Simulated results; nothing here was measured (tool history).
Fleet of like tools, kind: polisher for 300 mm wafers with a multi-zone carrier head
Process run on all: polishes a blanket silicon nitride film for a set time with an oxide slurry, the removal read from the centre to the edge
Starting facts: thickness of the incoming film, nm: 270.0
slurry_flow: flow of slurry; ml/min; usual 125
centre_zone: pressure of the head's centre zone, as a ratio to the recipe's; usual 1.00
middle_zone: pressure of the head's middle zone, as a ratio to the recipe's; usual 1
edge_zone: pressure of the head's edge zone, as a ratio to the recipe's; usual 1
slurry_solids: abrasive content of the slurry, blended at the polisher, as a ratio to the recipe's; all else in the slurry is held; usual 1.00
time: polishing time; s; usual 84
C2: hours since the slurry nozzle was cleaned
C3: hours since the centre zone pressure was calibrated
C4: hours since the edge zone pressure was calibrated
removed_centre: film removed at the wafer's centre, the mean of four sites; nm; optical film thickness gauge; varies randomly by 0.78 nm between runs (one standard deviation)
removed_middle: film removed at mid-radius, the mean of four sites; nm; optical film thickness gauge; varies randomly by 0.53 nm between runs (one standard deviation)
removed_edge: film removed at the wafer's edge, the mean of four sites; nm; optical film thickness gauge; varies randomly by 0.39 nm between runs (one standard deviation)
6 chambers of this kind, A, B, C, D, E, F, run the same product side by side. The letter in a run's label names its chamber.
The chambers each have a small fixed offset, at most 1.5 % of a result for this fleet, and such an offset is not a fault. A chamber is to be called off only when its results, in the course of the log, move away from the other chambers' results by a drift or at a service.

At hour 0.3: chamber E: worn pad replaced by a new one.
Run 1E, hour 8.1: usual settings; wafers polished on this pad 91; C2 258.5; C3 276.3; C4 113.9. Result: removed_centre 61.643 nm, removed_middle 59.388 nm, removed_edge 58.351 nm.
Run 2C, hour 13.8: usual settings; wafers polished on this pad 752; C2 186.7; C3 1253.4; C4 441.2. Result: removed_centre 59.799 nm, removed_middle 58.707 nm, removed_edge 59.120 nm.
Run 3A, hour 22.7: usual settings; wafers polished on this pad 653; C2 270.5; C3 739.5; C4 490.7. Result: removed_centre 57.425 nm, removed_middle 58.559 nm, removed_edge 58.874 nm.
Run 4D, hour 35.0: usual settings; wafers polished on this pad 500; C2 128.3; C3 554.3; C4 329.2. Result: removed_centre 59.677 nm, removed_middle 58.990 nm, removed_edge 58.654 nm.
Run 5B, hour 41.0: usual settings; wafers polished on this pad 829; C2 173.2; C3 316.6; C4 221.4. Result: removed_centre 57.751 nm, removed_middle 58.642 nm, removed_edge 58.247 nm.
At hour 49.7: chamber B: centre zone pressure recalibrated.
At hour 52.3: chamber B: worn pad replaced by a new one.
Run 6F, hour 53.3: usual settings; wafers polished on this pad 711; C2 430.5; C3 206.8; C4 64.9. Result: removed_centre 59.460 nm, removed_middle 58.918 nm, removed_edge 59.801 nm.
At hour 62.1: chamber E: worn pad replaced by a new one.
Run 7B, hour 63.8: usual settings but time 102 s; wafers polished on this pad 133; C2 196.0; C3 14.2; C4 244.2. Result: removed_centre 71.127 nm, removed_middle 71.650 nm, removed_edge 70.374 nm.
At hour 67.2: chamber C: worn pad replaced by a new one.
Run 8C, hour 71.5: usual settings but time 102 s; wafers polished on this pad 50; C2 244.4; C3 1311.1; C4 498.9. Result: removed_centre 72.852 nm, removed_middle 71.146 nm, removed_edge 71.469 nm.
At hour 71.6: chamber F: worn pad replaced by a new one.
At hour 72.3: chamber B: slurry nozzle cleaned.
At hour 76.3: chamber A: worn pad replaced by a new one.
Run 9F, hour 78.7: usual settings but time 102 s; wafers polished on this pad 83; C2 455.9; C3 232.2; C4 90.3. Result: removed_centre 71.748 nm, removed_middle 72.587 nm, removed_edge 71.903 nm.
Run 10E, hour 86.4: usual settings but time 102 s; wafers polished on this pad 282; C2 336.8; C3 354.6; C4 192.2. Result: removed_centre 71.248 nm, removed_middle 71.175 nm, removed_edge 71.255 nm.
Run 11A, hour 92.2: usual settings but time 102 s; wafers polished on this pad 185; C2 340.0; C3 809.0; C4 560.2. Result: removed_centre 71.603 nm, removed_middle 70.979 nm, removed_edge 70.892 nm.
Run 12D, hour 98.2: usual settings but time 102 s; wafers polished on this pad 1233; C2 191.5; C3 617.5; C4 392.4. Result: removed_centre 73.302 nm, removed_middle 69.489 nm, removed_edge 72.208 nm.
Run 13C, hour 105.5: usual settings; wafers polished on this pad 445; C2 278.4; C3 1345.1; C4 532.9. Result: removed_centre 59.071 nm, removed_middle 57.514 nm, removed_edge 59.076 nm.
Run 14E, hour 111.5: usual settings; wafers polished on this pad 573; C2 361.9; C3 379.7; C4 217.3. Result: removed_centre 59.340 nm, removed_middle 58.467 nm, removed_edge 58.229 nm.
At hour 117.0: chamber C: edge zone pressure recalibrated.
At hour 117.5: chamber E: worn pad replaced by a new one.
Run 15F, hour 119.6: usual settings; wafers polished on this pad 557; C2 496.8; C3 273.1; C4 131.2. Result: removed_centre 60.091 nm, removed_middle 59.233 nm, removed_edge 59.528 nm.
At hour 123.2: chamber D: worn pad replaced by a new one.
Run 16A, hour 131.8: usual settings; wafers polished on this pad 644; C2 379.6; C3 848.6; C4 599.8. Result: removed_centre 57.354 nm, removed_middle 58.800 nm, removed_edge 58.389 nm.
Run 17B, hour 142.3: usual settings; wafers polished on this pad 1043; C2 70.0; C3 92.7; C4 322.7. Result: removed_centre 58.900 nm, removed_middle 58.877 nm, removed_edge 58.421 nm.
At hour 145.1: chamber B: worn pad replaced by a new one.
At hour 145.4: chamber A: slurry nozzle cleaned.
Run 18D, hour 152.8: usual settings but centre_zone 1.05; wafers polished on this pad 344; C2 246.1; C3 672.1; C4 447.0. Result: removed_centre 62.646 nm, removed_middle 58.877 nm, removed_edge 58.985 nm.
At hour 155.9: chamber F: worn pad replaced by a new one.
Run 19B, hour 158.5: usual settings but centre_zone 1.05; wafers polished on this pad 155; C2 86.2; C3 108.9; C4 338.9. Result: removed_centre 59.727 nm, removed_middle 59.019 nm, removed_edge 59.035 nm.
At hour 166.2: chamber C: centre zone pressure recalibrated.
At hour 166.5: chamber A: centre zone pressure recalibrated.
Run 20E, hour 167.6: usual settings but centre_zone 1.05; wafers polished on this pad 581; C2 418.0; C3 435.8; C4 273.4. Result: removed_centre 62.483 nm, removed_middle 59.013 nm, removed_edge 58.632 nm.
Run 21C, hour 174.3: usual settings but centre_zone 1.05; wafers polished on this pad 1242; C2 347.2; C3 8.1; C4 57.3. Result: removed_centre 63.364 nm, removed_middle 57.783 nm, removed_edge 58.400 nm.
At hour 179.2: chamber E: worn pad replaced by a new one.
Run 22F, hour 184.4: usual settings but centre_zone 1.05; wafers polished on this pad 330; C2 561.6; C3 337.9; C4 196.0. Result: removed_centre 62.665 nm, removed_middle 58.970 nm, removed_edge 58.790 nm.
At hour 192.8: chamber C: worn pad replaced by a new one.
Run 23A, hour 196.8: usual settings but centre_zone 1.05; wafers polished on this pad 1398; C2 51.4; C3 30.3; C4 664.8. Result: removed_centre 54.711 nm, removed_middle 58.741 nm, removed_edge 58.663 nm.
At hour 202.4: chamber A: worn pad replaced by a new one.
Run 24D, hour 209.2: usual settings but slurry_flow 110 ml/min; wafers polished on this pad 998; C2 302.5; C3 728.5; C4 503.4. Result: removed_centre 56.673 nm, removed_middle 56.304 nm, removed_edge 57.062 nm.
Run 25C, hour 215.4: usual settings but slurry_flow 110 ml/min; wafers polished on this pad 262; C2 388.3; C3 49.2; C4 98.4. Result: removed_centre 56.081 nm, removed_middle 55.879 nm, removed_edge 56.580 nm.
Run 26F, hour 225.9: usual settings but slurry_flow 110 ml/min; wafers polished on this pad 812; C2 603.1; C3 379.4; C4 237.5. Result: removed_centre 57.495 nm, removed_middle 57.525 nm, removed_edge 57.813 nm.
At hour 227.6: chamber D: worn pad replaced by a new one.
Run 27D, hour 232.5: usual settings but slurry_flow 110 ml/min; wafers polished on this pad 57; C2 325.8; C3 751.8; C4 526.7. Result: removed_centre 55.191 nm, removed_middle 56.974 nm, removed_edge 58.694 nm.
Run 28E, hour 238.4: usual settings but slurry_flow 110 ml/min; wafers polished on this pad 687; C2 488.8; C3 506.6; C4 344.2. Result: removed_centre 58.260 nm, removed_middle 58.159 nm, removed_edge 57.275 nm.
At hour 241.9: chamber F: worn pad replaced by a new one.
At hour 242.4: chamber B: worn pad replaced by a new one.
At hour 244.1: chamber F: centre zone pressure recalibrated.
At hour 246.4: chamber E: worn pad replaced by a new one.
Run 29A, hour 249.9: usual settings but slurry_flow 110 ml/min; wafers polished on this pad 551; C2 104.5; C3 83.4; C4 717.9. Result: removed_centre 49.615 nm, removed_middle 57.028 nm, removed_edge 58.078 nm.
Run 30B, hour 261.2: usual settings; wafers polished on this pad 218; C2 188.9; C3 211.6; C4 441.6. Result: removed_centre 58.259 nm, removed_middle 59.875 nm, removed_edge 59.108 nm.
Run 31A, hour 271.0: usual settings; wafers polished on this pad 795; C2 125.6; C3 104.5; C4 739.0. Result: removed_centre 51.678 nm, removed_middle 59.023 nm, removed_edge 59.418 nm.
At hour 276.8: chamber C: slurry nozzle cleaned.
Run 32F, hour 281.3: usual settings; wafers polished on this pad 457; C2 658.5; C3 37.2; C4 292.9. Result: removed_centre 57.271 nm, removed_middle 58.833 nm, removed_edge 59.785 nm.
Run 33C, hour 291.2: usual settings; wafers polished on this pad 1141; C2 14.4; C3 125.0; C4 174.2. Result: removed_centre 59.984 nm, removed_middle 58.054 nm, removed_edge 59.282 nm.
At hour 301.6: chamber E: worn pad replaced by a new one.
Run 34D, hour 302.6: usual settings; wafers polished on this pad 870; C2 395.9; C3 821.9; C4 596.8. Result: removed_centre 57.997 nm, removed_middle 57.726 nm, removed_edge 58.955 nm.
Run 35B, hour 308.6: usual settings; wafers polished on this pad 767; C2 236.3; C3 259.0; C4 489.0. Result: removed_centre 57.891 nm, removed_middle 59.594 nm, removed_edge 58.381 nm.
Run 36E, hour 319.5: usual settings; wafers polished on this pad 208; C2 569.9; C3 587.7; C4 425.3. Result: removed_centre 59.140 nm, removed_middle 58.481 nm, removed_edge 58.355 nm.

Is one chamber out of step, is the gauge drifting, or do the chambers differ by no more than their own small offsets? For an off chamber, give its letter and the likeliest cause.

Chamber A came out of a service off from its peers and stayed that way.
Most likely cause: centre zone's pressure below its setpoint, % = 11.2.

Which of the 4 candidates below, each the usual settings with something changed and its results left as question marks, puts chamber A back in line with what the other chambers give on the usual settings?
A result is in line if it is within this distance of the other chambers' mean on the usual settings: removed_centre 2.700 nm; removed_middle 1.800 nm; removed_edge 1.400 nm
Run 37A-1, hour 328.4: usual settings but slurry_flow 135 ml/min, centre_zone 1.10, middle_zone 0.98, edge_zone 0.97. Result: removed_centre ?, removed_middle ?, removed_edge ?.
Run 37A-2, hour 328.4: usual settings but slurry_flow 120 ml/min, centre_zone 0.97, middle_zone 1.01, edge_zone 1.01. Result: removed_centre ?, removed_middle ?, removed_edge ?.
Run 37A-3, hour 328.4: usual settings but slurry_flow 115 ml/min, centre_zone 0.90, middle_zone 1.02, edge_zone 1.03. Result: removed_centre ?, removed_middle ?, removed_edge ?.
Run 37A-4, hour 328.4: usual settings but slurry_flow 130 ml/min, centre_zone 1.03, middle_zone 0.99, edge_zone 0.99. Result: removed_centre ?, removed_middle ?, removed_edge ?.

On the usual settings, the other chambers give on average: removed_centre 58.868 nm; removed_middle 58.677 nm; removed_edge 58.771 nm
  run  removed_centre  removed_middle  removed_edge
37A-1          58.300          58.651        58.551
37A-2          49.323          58.732        58.644
37A-3          44.889          58.667        58.810
37A-4          53.781          58.730        58.815
With 37A-1, the chamber falls back in line with the rest.
